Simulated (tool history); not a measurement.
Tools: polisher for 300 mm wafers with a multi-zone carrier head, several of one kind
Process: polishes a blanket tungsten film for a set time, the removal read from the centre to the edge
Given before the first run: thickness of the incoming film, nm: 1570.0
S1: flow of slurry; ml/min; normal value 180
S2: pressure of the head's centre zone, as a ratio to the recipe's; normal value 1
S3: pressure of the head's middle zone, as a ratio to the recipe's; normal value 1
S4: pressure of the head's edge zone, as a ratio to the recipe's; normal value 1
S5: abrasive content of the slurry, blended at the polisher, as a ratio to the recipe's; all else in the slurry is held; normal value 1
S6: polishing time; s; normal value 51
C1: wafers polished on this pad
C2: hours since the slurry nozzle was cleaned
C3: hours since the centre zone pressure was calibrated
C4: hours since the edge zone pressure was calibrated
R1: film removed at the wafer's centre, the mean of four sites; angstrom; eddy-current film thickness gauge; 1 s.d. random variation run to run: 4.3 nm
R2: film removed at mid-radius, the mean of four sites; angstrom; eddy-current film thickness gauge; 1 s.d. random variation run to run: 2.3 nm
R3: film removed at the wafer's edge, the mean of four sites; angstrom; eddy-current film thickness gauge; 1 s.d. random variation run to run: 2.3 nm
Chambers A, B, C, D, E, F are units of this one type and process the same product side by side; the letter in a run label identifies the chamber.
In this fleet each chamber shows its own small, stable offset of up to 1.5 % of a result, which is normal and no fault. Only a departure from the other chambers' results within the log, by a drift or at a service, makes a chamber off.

-- hour=2.2 chamber D: worn pad replaced by a new one
run 1B hour=6.4 | S1=180 S2=1 S3=1 S4=1 S5=1 S6=51 | C1=405 C2=67 C3=370.4 C4=432.3 | R1=3192.2 R2=3167.5 R3=3148.1
run 2F hour=12.6 | S1=180 S2=1 S3=1 S4=1 S5=1 S6=51 | C1=677 C2=145 C3=301.3 C4=318 | R1=3166.3 R2=3164.1 R3=3131.6
-- hour=12.8 chamber C: worn pad replaced by a new one
run 3D hour=20 | S1=180 S2=1 S3=1 S4=1 S5=1 S6=51 | C1=258 C2=324.1 C3=940.1 C4=592.3 | R1=3173.3 R2=3213.6 R3=3203.1
run 4A hour=29.1 | S1=180 S2=1 S3=1 S4=1 S5=1 S6=51 | C1=646 C2=767.9 C3=578.7 C4=251.6 | R1=3222.8 R2=3143.9 R3=3176.4
-- hour=35.8 chamber E: worn pad replaced by a new one
run 5C hour=37 | S1=180 S2=1 S3=1 S4=1 S5=1 S6=51 | C1=351 C2=170.2 C3=181.9 C4=495.6 | R1=3160.4 R2=3155.4 R3=3178.1
-- hour=37.4 chamber F: worn pad replaced by a new one
-- hour=42.6 chamber A: worn pad replaced by a new one
run 6E hour=50.4 | S1=180 S2=1 S3=1 S4=1 S5=1 S6=51 | C1=213 C2=514.4 C3=889.1 C4=52.5 | R1=3162.4 R2=3233.4 R3=3135.8
run 7F hour=56.3 | S1=180 S2=1 S3=1 S4=1 S5=1 S6=51 | C1=275 C2=188.7 C3=345 C4=361.7 | R1=3101.2 R2=3167.9 R3=3137.7
run 8B hour=65 | S1=180 S2=1 S3=1 S4=1 S5=1 S6=51 | C1=1256 C2=125.6 C3=429 C4=490.9 | R1=3156.2 R2=3176.1 R3=3137.1
-- hour=69.6 chamber A: slurry nozzle cleaned
run 9D hour=71.9 | S1=180 S2=1 S3=1 S4=1.06 S5=1 S6=58 | C1=1011 C2=376 C3=992 C4=644.2 | R1=3596.6 R2=3610.1 R3=3742.5
-- hour=78.9 chamber D: worn pad replaced by a new one
run 10A hour=82.1 | S1=180 S2=1 S3=1 S4=1.06 S5=1 S6=58 | C1=574 C2=12.5 C3=631.7 C4=304.6 | R1=3556.4 R2=3590.2 R3=3697
-- hour=85.4 chamber B: worn pad replaced by a new one
-- hour=90 chamber C: worn pad replaced by a new one
run 11E hour=92.7 | S1=180 S2=1 S3=1 S4=1.06 S5=1 S6=58 | C1=827 C2=556.7 C3=931.4 C4=94.8 | R1=3692.4 R2=3639.4 R3=3663.6
-- hour=98.2 chamber F: worn pad replaced by a new one
run 12C hour=102.1 | S1=180 S2=1 S3=1 S4=1.06 S5=1 S6=58 | C1=176 C2=235.3 C3=247 C4=560.7 | R1=3632.5 R2=3583.4 R3=3752
-- hour=102.9 chamber A: worn pad replaced by a new one
-- hour=104.8 chamber E: worn pad replaced by a new one
run 13A hour=111 | S1=180 S2=1 S3=1 S4=1.06 S5=1 S6=58 | C1=118 C2=41.4 C3=660.6 C4=333.5 | R1=3568.6 R2=3601 R3=3739.3
run 14C hour=117.5 | S1=180 S2=1 S3=1 S4=1.06 S5=1 S6=58 | C1=400 C2=250.7 C3=262.4 C4=576.1 | R1=3600.6 R2=3633 R3=3719.6
run 15E hour=126.4 | S1=180 S2=1 S3=1 S4=1 S5=1 S6=51 | C1=313 C2=590.4 C3=965.1 C4=128.5 | R1=3250.1 R2=3172.5 R3=3171.9
-- hour=126.5 chamber C: edge zone pressure recalibrated
run 16D hour=133.7 | S1=180 S2=1 S3=1 S4=1 S5=1 S6=51 | C1=796 C2=437.8 C3=1053.8 C4=706 | R1=3216.3 R2=3122.1 R3=3198.9
run 17F hour=146.7 | S1=180 S2=1 S3=1 S4=1 S5=1 S6=51 | C1=704 C2=279.1 C3=435.4 C4=452.1 | R1=3180.6 R2=3125.1 R3=3150.4
-- hour=147.5 chamber D: worn pad replaced by a new one
-- hour=147.7 chamber C: worn pad replaced by a new one
-- hour=152.4 chamber D: edge zone pressure recalibrated
-- hour=153.8 chamber D: centre zone pressure recalibrated
run 18B hour=154 | S1=180 S2=1 S3=1 S4=1 S5=1 S6=51 | C1=996 C2=214.6 C3=518 C4=579.9 | R1=3166.3 R2=3176.8 R3=3142.7
run 19A hour=160.9 | S1=180 S2=1 S3=1 S4=1 S5=1 S6=51 | C1=842 C2=91.3 C3=710.5 C4=383.4 | R1=3112.1 R2=3186.4 R3=3151.7
run 20B hour=169.1 | S1=180 S2=1 S3=1 S4=1 S5=1 S6=51 | C1=1215 C2=229.7 C3=533.1 C4=595 | R1=3152.9 R2=3151 R3=3134.6
-- hour=173.3 chamber F: worn pad replaced by a new one
-- hour=175 chamber A: worn pad replaced by a new one
-- hour=175.6 chamber E: worn pad replaced by a new one
run 21C hour=178.9 | S1=180 S2=1 S3=1 S4=1 S5=1 S6=51 | C1=454 C2=312.1 C3=323.8 C4=52.5 | R1=3161.2 R2=3141.3 R3=3195.1
run 22D hour=186.6 | S1=180 S2=1 S3=1 S4=1 S5=1 S6=51 | C1=568 C2=490.7 C3=32.8 C4=34.3 | R1=3111.4 R2=3203.7 R3=3207.1
-- hour=189.5 chamber B: worn pad replaced by a new one
run 23E hour=193.3 | S1=180 S2=1 S3=1 S4=1 S5=1 S6=51 | C1=258 C2=657.3 C3=1032 C4=195.4 | R1=3181.8 R2=3108.7 R3=3064.6
run 24F hour=202.1 | S1=180 S2=1 S3=1 S4=1 S5=1 S6=51 | C1=418 C2=334.5 C3=490.8 C4=507.5 | R1=3161.9 R2=3176.3 R3=3156.1
-- hour=205.2 chamber D: worn pad replaced by a new one
-- hour=205.8 chamber C: worn pad replaced by a new one
run 25E hour=210.1 | S1=180 S2=1 S3=1 S4=1 S5=1 S6=51 | C1=501 C2=674.1 C3=1048.8 C4=212.2 | R1=3066.3 R2=3075.2 R3=3088.8
run 26A hour=218.6 | S1=180 S2=1 S3=1 S4=1 S5=1 S6=51 | C1=633 C2=149 C3=768.2 C4=441.1 | R1=3180.4 R2=3200.2 R3=3204.2
run 27D hour=226.9 | S1=180 S2=1 S3=1 S4=1 S5=1 S6=51 | C1=315 C2=531 C3=73.1 C4=74.6 | R1=3160.7 R2=3155.4 R3=3186.7
-- hour=234.9 chamber F: worn pad replaced by a new one
run 28B hour=238.8 | S1=180 S2=1 S3=1 S4=1 S5=1 S6=51 | C1=716 C2=299.4 C3=602.8 C4=664.7 | R1=3180 R2=3190.8 R3=3139.1
-- hour=244.9 chamber E: worn pad replaced by a new one
run 29C hour=246.9 | S1=180 S2=1 S3=1 S4=1 S5=1 S6=51 | C1=597 C2=380.1 C3=391.8 C4=120.5 | R1=3132.6 R2=3184.4 R3=3187.7
-- hour=247.6 chamber A: worn pad replaced by a new one
run 30F hour=259.1 | S1=180 S2=1 S3=0.93 S4=1 S5=1 S6=51 | C1=351 C2=391.5 C3=547.8 C4=564.5 | R1=3217.5 R2=2927.7 R3=3112.8
-- hour=268.5 chamber C: worn pad replaced by a new one
run 31F hour=270.6 | S1=180 S2=1 S3=0.93 S4=1 S5=1 S6=51 | C1=518 C2=403 C3=559.3 C4=576 | R1=3143.9 R2=2964.2 R3=3120.9
run 32A hour=278.4 | S1=180 S2=1 S3=0.93 S4=1 S5=1 S6=51 | C1=447 C2=208.8 C3=828 C4=500.9 | R1=3164.4 R2=2962.6 R3=3202.7
-- hour=278.9 chamber D: worn pad replaced by a new one
run 33E hour=284.6 | S1=180 S2=1 S3=0.93 S4=1 S5=1 S6=51 | C1=577 C2=748.6 C3=1123.3 C4=286.7 | R1=3027.9 R2=2829 R3=3035
run 34C hour=298.1 | S1=180 S2=1 S3=0.93 S4=1 S5=1 S6=51 | C1=429 C2=431.3 C3=443 C4=171.7 | R1=3184.8 R2=2935.3 R3=3191.3
-- hour=299 chamber B: worn pad replaced by a new one
run 35B hour=305 | S1=180 S2=1 S3=0.93 S4=1 S5=1 S6=51 | C1=87 C2=365.6 C3=669 C4=730.9 | R1=3116.3 R2=2931.4 R3=3204
-- hour=311.4 chamber F: worn pad replaced by a new one
run 36D hour=311.6 | S1=180 S2=1 S3=1 S4=1 S5=1 S6=51 | C1=475 C2=615.7 C3=157.8 C4=159.3 | R1=3133.2 R2=3126.8 R3=3180.3
run 37C hour=318.7 | S1=180 S2=1.04 S3=1 S4=1 S5=1 S6=51 | C1=728 C2=451.9 C3=463.6 C4=192.3 | R1=3342.7 R2=3122.5 R3=3149.6
-- hour=324.2 chamber A: worn pad replaced by a new one
run 38A hour=324.6 | S1=180 S2=1.04 S3=1 S4=1 S5=1 S6=51 | C1=6 C2=255 C3=874.2 C4=547.1 | R1=3403 R2=3191.4 R3=3185.5
run 39F hour=336.4 | S1=180 S2=1.04 S3=1 S4=1 S5=1 S6=51 | C1=363 C2=468.8 C3=625.1 C4=641.8 | R1=3294.2 R2=3170.1 R3=3129.7

Each of the 6 chambers runs these same settings next. Fill in every chamber's results:
run 40A hour=346.1 | S1=180 S2=1 S3=1.04 S4=1 S5=1 S6=51 | R1=? R2=? R3=?
run 40B hour=346.1 | S1=180 S2=1 S3=1.04 S4=1 S5=1 S6=51 | R1=? R2=? R3=?
run 40C hour=346.1 | S1=180 S2=1 S3=1.04 S4=1 S5=1 S6=51 | R1=? R2=? R3=?
run 40D hour=346.1 | S1=180 S2=1 S3=1.04 S4=1 S5=1 S6=51 | R1=? R2=? R3=?
run 40E hour=346.1 | S1=180 S2=1 S3=1.04 S4=1 S5=1 S6=51 | R1=? R2=? R3=?
run 40F hour=346.1 | S1=180 S2=1 S3=1.04 S4=1 S5=1 S6=51 | R1=? R2=? R3=?

run=40A R1=3164.3 R2=3289.4 R3=3212.3
run=40B R1=3110.2 R2=3268.3 R3=3139
run=40C R1=3156.5 R2=3298.9 R3=3191.3
run=40D R1=3158 R2=3290 R3=3209.8
run=40E R1=2871.8 R2=2968.1 R3=2960.3
run=40F R1=3204.8 R2=3282.9 R3=3110.9

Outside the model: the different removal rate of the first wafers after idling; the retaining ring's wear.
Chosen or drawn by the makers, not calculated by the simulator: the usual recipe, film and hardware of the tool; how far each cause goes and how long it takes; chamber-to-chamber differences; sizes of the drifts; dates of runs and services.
